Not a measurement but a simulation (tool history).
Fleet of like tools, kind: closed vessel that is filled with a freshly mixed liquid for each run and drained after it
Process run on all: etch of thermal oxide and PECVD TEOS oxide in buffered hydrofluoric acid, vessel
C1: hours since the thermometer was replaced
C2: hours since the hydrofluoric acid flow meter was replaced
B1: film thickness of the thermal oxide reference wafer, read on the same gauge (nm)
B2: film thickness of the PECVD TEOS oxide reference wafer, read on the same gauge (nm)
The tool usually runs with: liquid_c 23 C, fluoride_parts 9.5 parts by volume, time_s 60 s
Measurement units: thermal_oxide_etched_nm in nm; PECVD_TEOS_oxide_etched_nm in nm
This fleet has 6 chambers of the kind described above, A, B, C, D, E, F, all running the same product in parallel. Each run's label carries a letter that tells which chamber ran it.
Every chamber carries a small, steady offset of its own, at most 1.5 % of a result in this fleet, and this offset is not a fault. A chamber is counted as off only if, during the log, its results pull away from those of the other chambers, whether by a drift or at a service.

{"run": "1B", "day": 0.25, "liquid_c": 23, "fluoride_parts": 9.5, "time_s": 60, "C1": 148.8, "C2": 1230.4, "B1": 89.987, "B2": 29.984, "thermal_oxide_etched_nm": 68.516, "PECVD_TEOS_oxide_etched_nm": 131.55}
{"run": "2F", "day": 0.546, "liquid_c": 23, "fluoride_parts": 9.5, "time_s": 60, "C1": 520.2, "C2": 1512.6, "B1": 89.976, "B2": 30.012, "thermal_oxide_etched_nm": 69.673, "PECVD_TEOS_oxide_etched_nm": 132.19}
{"run": "3D", "day": 0.85, "liquid_c": 23, "fluoride_parts": 9.5, "time_s": 60, "C1": 837.1, "C2": 701.4, "B1": 90.02, "B2": 30.023, "thermal_oxide_etched_nm": 69.821, "PECVD_TEOS_oxide_etched_nm": 131.51}
{"run": "4C", "day": 1.242, "liquid_c": 23, "fluoride_parts": 9.5, "time_s": 60, "C1": 612, "C2": 2035.9, "B1": 90.012, "B2": 30.019, "thermal_oxide_etched_nm": 69.672, "PECVD_TEOS_oxide_etched_nm": 132.72}
{"run": "5E", "day": 1.571, "liquid_c": 23, "fluoride_parts": 9.5, "time_s": 60, "C1": 770.1, "C2": 512.6, "B1": 89.994, "B2": 30.006, "thermal_oxide_etched_nm": 69.294, "PECVD_TEOS_oxide_etched_nm": 132.77}
{"day": 1.733, "done": "chamber C: hydrofluoric acid flow meter replaced"}
{"run": "6A", "day": 1.992, "liquid_c": 23, "fluoride_parts": 9.5, "time_s": 60, "C1": 2322.6, "C2": 81.7, "B1": 90.006, "B2": 29.989, "thermal_oxide_etched_nm": 69.206, "PECVD_TEOS_oxide_etched_nm": 131.25}
{"run": "7D", "day": 2.496, "liquid_c": 23, "fluoride_parts": 9.5, "time_s": 60, "C1": 876.6, "C2": 740.9, "B1": 89.995, "B2": 29.965, "thermal_oxide_etched_nm": 69.636, "PECVD_TEOS_oxide_etched_nm": 130.97}
{"run": "8A", "day": 2.867, "liquid_c": 23, "fluoride_parts": 9.5, "time_s": 60, "C1": 2343.6, "C2": 102.7, "B1": 89.988, "B2": 30.021, "thermal_oxide_etched_nm": 69.782, "PECVD_TEOS_oxide_etched_nm": 131.32}
{"run": "9E", "day": 3.342, "liquid_c": 23, "fluoride_parts": 9.5, "time_s": 60, "C1": 812.6, "C2": 555.1, "B1": 90.006, "B2": 30.01, "thermal_oxide_etched_nm": 69.65, "PECVD_TEOS_oxide_etched_nm": 132.74}
{"run": "10C", "day": 3.721, "liquid_c": 27, "fluoride_parts": 10.5, "time_s": 60, "C1": 671.5, "C2": 47.7, "B1": 89.997, "B2": 30.021, "thermal_oxide_etched_nm": 79.783, "PECVD_TEOS_oxide_etched_nm": 150.9}
{"run": "11B", "day": 4.188, "liquid_c": 27, "fluoride_parts": 10.5, "time_s": 60, "C1": 243.3, "C2": 1324.9, "B1": 89.997, "B2": 30.042, "thermal_oxide_etched_nm": 79.619, "PECVD_TEOS_oxide_etched_nm": 151.51}
{"run": "12F", "day": 4.504, "liquid_c": 27, "fluoride_parts": 10.5, "time_s": 60, "C1": 615.2, "C2": 1607.6, "B1": 90.012, "B2": 30.029, "thermal_oxide_etched_nm": 79.074, "PECVD_TEOS_oxide_etched_nm": 151.54}
{"run": "13E", "day": 4.796, "liquid_c": 27, "fluoride_parts": 10.5, "time_s": 60, "C1": 847.5, "C2": 590, "B1": 89.996, "B2": 29.991, "thermal_oxide_etched_nm": 79.816, "PECVD_TEOS_oxide_etched_nm": 152.76}
{"run": "14B", "day": 5.208, "liquid_c": 27, "fluoride_parts": 10.5, "time_s": 60, "C1": 267.8, "C2": 1349.4, "B1": 89.993, "B2": 30.051, "thermal_oxide_etched_nm": 79.952, "PECVD_TEOS_oxide_etched_nm": 151.55}
{"run": "15C", "day": 5.621, "liquid_c": 27, "fluoride_parts": 10.5, "time_s": 60, "C1": 717.1, "C2": 93.3, "B1": 89.979, "B2": 30.054, "thermal_oxide_etched_nm": 79.948, "PECVD_TEOS_oxide_etched_nm": 151.08}
{"run": "16D", "day": 6.075, "liquid_c": 23, "fluoride_parts": 9.5, "time_s": 60, "C1": 962.5, "C2": 826.8, "B1": 90.015, "B2": 29.968, "thermal_oxide_etched_nm": 70.476, "PECVD_TEOS_oxide_etched_nm": 131.82}
{"day": 6.167, "done": "chamber E: thermometer replaced"}
{"run": "17A", "day": 6.529, "liquid_c": 23, "fluoride_parts": 9.5, "time_s": 60, "C1": 2431.5, "C2": 190.6, "B1": 89.995, "B2": 30.046, "thermal_oxide_etched_nm": 69.253, "PECVD_TEOS_oxide_etched_nm": 131.7}
{"run": "18F", "day": 7.017, "liquid_c": 19, "fluoride_parts": 5.5, "time_s": 60, "C1": 675.5, "C2": 1667.9, "B1": 90.005, "B2": 30.003, "thermal_oxide_etched_nm": 92.944, "PECVD_TEOS_oxide_etched_nm": 178.32}
{"run": "19F", "day": 7.529, "liquid_c": 19, "fluoride_parts": 5.5, "time_s": 60, "C1": 687.8, "C2": 1680.2, "B1": 90.027, "B2": 30.025, "thermal_oxide_etched_nm": 92.655, "PECVD_TEOS_oxide_etched_nm": 178.01}
{"run": "20D", "day": 7.796, "liquid_c": 19, "fluoride_parts": 5.5, "time_s": 60, "C1": 1003.8, "C2": 868.1, "B1": 90.019, "B2": 30.034, "thermal_oxide_etched_nm": 92.297, "PECVD_TEOS_oxide_etched_nm": 173.94}
{"run": "21E", "day": 8.033, "liquid_c": 19, "fluoride_parts": 5.5, "time_s": 60, "C1": 44.8, "C2": 667.7, "B1": 90.041, "B2": 30.003, "thermal_oxide_etched_nm": 93.038, "PECVD_TEOS_oxide_etched_nm": 177.12}
{"day": 8.308, "done": "chamber E: hydrofluoric acid flow meter replaced"}
{"run": "22A", "day": 8.496, "liquid_c": 19, "fluoride_parts": 5.5, "time_s": 60, "C1": 2478.7, "C2": 237.8, "B1": 89.988, "B2": 30.034, "thermal_oxide_etched_nm": 92.808, "PECVD_TEOS_oxide_etched_nm": 175.72}
{"run": "23B", "day": 8.946, "liquid_c": 19, "fluoride_parts": 5.5, "time_s": 60, "C1": 357.5, "C2": 1439.1, "B1": 90.046, "B2": 30.014, "thermal_oxide_etched_nm": 93.912, "PECVD_TEOS_oxide_etched_nm": 177.65}
{"run": "24C", "day": 9.258, "liquid_c": 23, "fluoride_parts": 9.5, "time_s": 60, "C1": 804.4, "C2": 180.6, "B1": 89.986, "B2": 29.979, "thermal_oxide_etched_nm": 69.966, "PECVD_TEOS_oxide_etched_nm": 132.11}
{"run": "25F", "day": 9.517, "liquid_c": 23, "fluoride_parts": 9.5, "time_s": 60, "C1": 735.5, "C2": 1727.9, "B1": 90.016, "B2": 29.995, "thermal_oxide_etched_nm": 69.838, "PECVD_TEOS_oxide_etched_nm": 132.3}
{"run": "26D", "day": 9.746, "liquid_c": 23, "fluoride_parts": 9.5, "time_s": 60, "C1": 1050.6, "C2": 914.9, "B1": 90.02, "B2": 30.006, "thermal_oxide_etched_nm": 70.019, "PECVD_TEOS_oxide_etched_nm": 130.77}
{"run": "27B", "day": 10.196, "liquid_c": 23, "fluoride_parts": 9.5, "time_s": 60, "C1": 387.5, "C2": 1469.1, "B1": 90.015, "B2": 29.971, "thermal_oxide_etched_nm": 69.834, "PECVD_TEOS_oxide_etched_nm": 131.47}
{"day": 10.475, "done": "chamber D: thermometer replaced"}
{"run": "28E", "day": 10.496, "liquid_c": 23, "fluoride_parts": 9.5, "time_s": 60, "C1": 103.9, "C2": 52.6, "B1": 89.99, "B2": 29.991, "thermal_oxide_etched_nm": 69.505, "PECVD_TEOS_oxide_etched_nm": 133.4}
{"run": "29A", "day": 10.892, "liquid_c": 23, "fluoride_parts": 9.5, "time_s": 60, "C1": 2536.2, "C2": 295.3, "B1": 89.987, "B2": 30.039, "thermal_oxide_etched_nm": 70.19, "PECVD_TEOS_oxide_etched_nm": 131.94}
{"run": "30C", "day": 11.4, "liquid_c": 23, "fluoride_parts": 9.5, "time_s": 60, "C1": 855.8, "C2": 232, "B1": 90.005, "B2": 30.001, "thermal_oxide_etched_nm": 69.889, "PECVD_TEOS_oxide_etched_nm": 131.81}
{"run": "31F", "day": 11.912, "liquid_c": 18, "fluoride_parts": 13.5, "time_s": 60, "C1": 793, "C2": 1785.4, "B1": 90.006, "B2": 30.028, "thermal_oxide_etched_nm": 37.941, "PECVD_TEOS_oxide_etched_nm": 72.814}
{"run": "32A", "day": 12.408, "liquid_c": 18, "fluoride_parts": 13.5, "time_s": 60, "C1": 2572.6, "C2": 331.7, "B1": 90.005, "B2": 30.014, "thermal_oxide_etched_nm": 37.833, "PECVD_TEOS_oxide_etched_nm": 71.371}
{"run": "33C", "day": 12.85, "liquid_c": 18, "fluoride_parts": 13.5, "time_s": 60, "C1": 890.6, "C2": 266.8, "B1": 90.002, "B2": 30.002, "thermal_oxide_etched_nm": 37.848, "PECVD_TEOS_oxide_etched_nm": 71.679}
{"run": "34E", "day": 13.142, "liquid_c": 18, "fluoride_parts": 13.5, "time_s": 60, "C1": 167.4, "C2": 116.1, "B1": 90.028, "B2": 30.012, "thermal_oxide_etched_nm": 37.877, "PECVD_TEOS_oxide_etched_nm": 72.35}
{"run": "35B", "day": 13.567, "liquid_c": 18, "fluoride_parts": 13.5, "time_s": 60, "C1": 468.4, "C2": 1550, "B1": 89.995, "B2": 29.981, "thermal_oxide_etched_nm": 37.792, "PECVD_TEOS_oxide_etched_nm": 71.511}
{"run": "36D", "day": 14.05, "liquid_c": 18, "fluoride_parts": 13.5, "time_s": 60, "C1": 85.8, "C2": 1018.2, "B1": 90.003, "B2": 29.981, "thermal_oxide_etched_nm": 38.253, "PECVD_TEOS_oxide_etched_nm": 72.544}

Which is it: a chamber that has drifted or been left off by a service, a gauge drift common to all chambers, or only each chamber's usual small offset? If a chamber is off, name it and its likeliest cause.

Beyond each chamber's small constant offset nothing stands out, and the gauge stays steady.
